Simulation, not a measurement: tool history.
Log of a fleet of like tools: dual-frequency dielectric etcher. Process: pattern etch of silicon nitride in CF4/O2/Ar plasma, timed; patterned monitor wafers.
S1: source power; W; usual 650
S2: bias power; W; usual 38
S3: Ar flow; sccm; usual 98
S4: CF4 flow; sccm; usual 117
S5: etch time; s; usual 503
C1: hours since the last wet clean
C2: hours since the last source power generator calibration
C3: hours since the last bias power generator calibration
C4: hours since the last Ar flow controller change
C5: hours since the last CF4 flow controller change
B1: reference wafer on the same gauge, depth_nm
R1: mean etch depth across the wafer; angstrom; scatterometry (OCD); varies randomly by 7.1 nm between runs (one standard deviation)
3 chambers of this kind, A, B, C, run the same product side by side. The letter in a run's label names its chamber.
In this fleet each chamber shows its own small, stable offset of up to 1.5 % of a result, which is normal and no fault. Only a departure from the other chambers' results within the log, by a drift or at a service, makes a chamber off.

run 1B hour=10.3 | S1=650 S2=38 S3=98 S4=117 S5=503 | C1=474.5 C2=3931.8 C3=216.2 C4=1821.9 C5=3923.8 | B1=1061.0 | R1=11302
run 2A hour=21.7 | S1=650 S2=38 S3=98 S4=117 S5=503 | C1=325.5 C2=2607.0 C3=340.2 C4=1484.8 C5=312.3 | B1=1059.0 | R1=11162
run 3C hour=29.2 | S1=650 S2=38 S3=98 S4=117 S5=503 | C1=102.7 C2=1308.6 C3=2750.1 C4=2001.5 C5=2363.5 | B1=1059.4 | R1=11123
run 4A hour=39.8 | S1=650 S2=38 S3=98 S4=117 S5=503 | C1=343.6 C2=2625.1 C3=358.3 C4=1502.9 C5=330.4 | B1=1059.5 | R1=11094
run 5B hour=51.3 | S1=650 S2=38 S3=98 S4=117 S5=503 | C1=515.5 C2=3972.8 C3=257.2 C4=1862.9 C5=3964.8 | B1=1060.9 | R1=11226
run 6C hour=59.8 | S1=650 S2=38 S3=98 S4=117 S5=503 | C1=133.3 C2=1339.2 C3=2780.7 C4=2032.1 C5=2394.1 | B1=1061.6 | R1=10980
-- hour=69.5 chamber B: source power generator calibrated
run 7A hour=73.7 | S1=650 S2=38 S3=98 S4=117 S5=503 | C1=377.5 C2=2659.0 C3=392.2 C4=1536.8 C5=364.3 | B1=1062.0 | R1=11111
run 8B hour=87.0 | S1=650 S2=38 S3=98 S4=117 S5=503 | C1=551.2 C2=17.5 C3=292.9 C4=1898.6 C5=4000.5 | B1=1059.3 | R1=11312
run 9C hour=96.7 | S1=650 S2=43 S3=98 S4=117 S5=556 | C1=170.2 C2=1376.1 C3=2817.6 C4=2069.0 C5=2431.0 | B1=1061.3 | R1=12830
run 10B hour=103.4 | S1=650 S2=43 S3=98 S4=117 S5=556 | C1=567.6 C2=33.9 C3=309.3 C4=1915.0 C5=4016.9 | B1=1060.2 | R1=13063
-- hour=105.5 chamber A: wet clean of the chamber
run 11C hour=109.8 | S1=650 S2=43 S3=98 S4=117 S5=556 | C1=183.3 C2=1389.2 C3=2830.7 C4=2082.1 C5=2444.1 | B1=1059.5 | R1=12793
run 12A hour=120.9 | S1=650 S2=38 S3=98 S4=117 S5=503 | C1=15.5 C2=2706.2 C3=439.4 C4=1584.0 C5=411.5 | B1=1059.0 | R1=11784
run 13A hour=134.7 | S1=650 S2=38 S3=98 S4=117 S5=503 | C1=29.3 C2=2720.0 C3=453.2 C4=1597.8 C5=425.3 | B1=1061.5 | R1=11602
-- hour=148.1 chamber B: wet clean of the chamber
run 14C hour=148.2 | S1=650 S2=38 S3=98 S4=117 S5=503 | C1=221.7 C2=1427.6 C3=2869.1 C4=2120.5 C5=2482.5 | B1=1058.3 | R1=10901
run 15B hour=158.2 | S1=650 S2=38 S3=98 S4=117 S5=503 | C1=10.2 C2=88.7 C3=364.1 C4=1969.8 C5=4071.7 | B1=1057.3 | R1=11407
run 16B hour=170.3 | S1=650 S2=38 S3=98 S4=117 S5=503 | C1=22.3 C2=100.8 C3=376.2 C4=1981.9 C5=4083.8 | B1=1058.4 | R1=11108
run 17C hour=183.7 | S1=650 S2=38 S3=98 S4=117 S5=503 | C1=257.2 C2=1463.1 C3=2904.6 C4=2156.0 C5=2518.0 | B1=1059.0 | R1=11152
run 18A hour=197.1 | S1=650 S2=38 S3=98 S4=117 S5=503 | C1=91.7 C2=2782.4 C3=515.6 C4=1660.2 C5=487.7 | B1=1059.1 | R1=11738
run 19A hour=203.4 | S1=650 S2=38 S3=98 S4=117 S5=503 | C1=98.0 C2=2788.7 C3=521.9 C4=1666.5 C5=494.0 | B1=1060.5 | R1=11747
run 20B hour=214.7 | S1=650 S2=38 S3=98 S4=117 S5=503 | C1=66.7 C2=145.2 C3=420.6 C4=2026.3 C5=4128.2 | B1=1059.3 | R1=11304
run 21C hour=220.9 | S1=650 S2=38 S3=98 S4=117 S5=503 | C1=294.4 C2=1500.3 C3=2941.8 C4=2193.2 C5=2555.2 | B1=1060.0 | R1=11120
run 22B hour=229.4 | S1=650 S2=38 S3=98 S4=117 S5=503 | C1=81.4 C2=159.9 C3=435.3 C4=2041.0 C5=4142.9 | B1=1061.4 | R1=11344
run 23A hour=241.0 | S1=650 S2=38 S3=98 S4=117 S5=503 | C1=135.6 C2=2826.3 C3=559.5 C4=1704.1 C5=531.6 | B1=1060.6 | R1=11704
run 24C hour=249.4 | S1=650 S2=38 S3=98 S4=117 S5=503 | C1=322.9 C2=1528.8 C3=2970.3 C4=2221.7 C5=2583.7 | B1=1058.7 | R1=10999
run 25B hour=257.9 | S1=650 S2=38 S3=98 S4=117 S5=503 | C1=109.9 C2=188.4 C3=463.8 C4=2069.5 C5=4171.4 | B1=1060.3 | R1=11261
run 26A hour=264.7 | S1=650 S2=38 S3=98 S4=134 S5=602 | C1=159.3 C2=2850.0 C3=583.2 C4=1727.8 C5=555.3 | B1=1059.8 | R1=14235
run 27C hour=276.9 | S1=650 S2=38 S3=98 S4=134 S5=602 | C1=350.4 C2=1556.3 C3=2997.8 C4=2249.2 C5=2611.2 | B1=1060.5 | R1=13586

What goes on in this fleet: one chamber off, a drifting gauge, or nothing beyond the chambers' own small offsets? Name the chamber and the cause, if any.

Chamber A came out of a service off from its peers and stayed that way.
What lies behind it: etch rate over this chamber's usual, % = 5.09.

Which of the 4 candidates below, each the usual settings with something changed and its results left as question marks, puts chamber A back in line with what the other chambers give on the usual settings?
Counts as in line when no further than this from what the other chambers average on the usual settings: R1 250 angstrom
run 28A-1 hour=287.0 | S1=670 S2=38 S3=98 S4=118 S5=528.5 | R1=?
run 28A-2 hour=287.0 | S1=630 S2=37 S3=98 S4=116 S5=503.0 | R1=?
run 28A-3 hour=287.0 | S1=630 S2=38 S3=98 S4=116 S5=476.0 | R1=?
run 28A-4 hour=287.0 | S1=660 S2=38 S3=98 S4=117 S5=516.0 | R1=?

Average result of the remaining chambers running the usual settings: R1 11183 angstrom
run=28A-1 R1=12573
run=28A-2 R1=11198
run=28A-3 R1=10693
run=28A-4 R1=12098
28A-2 puts the chamber back in line with the other chambers.
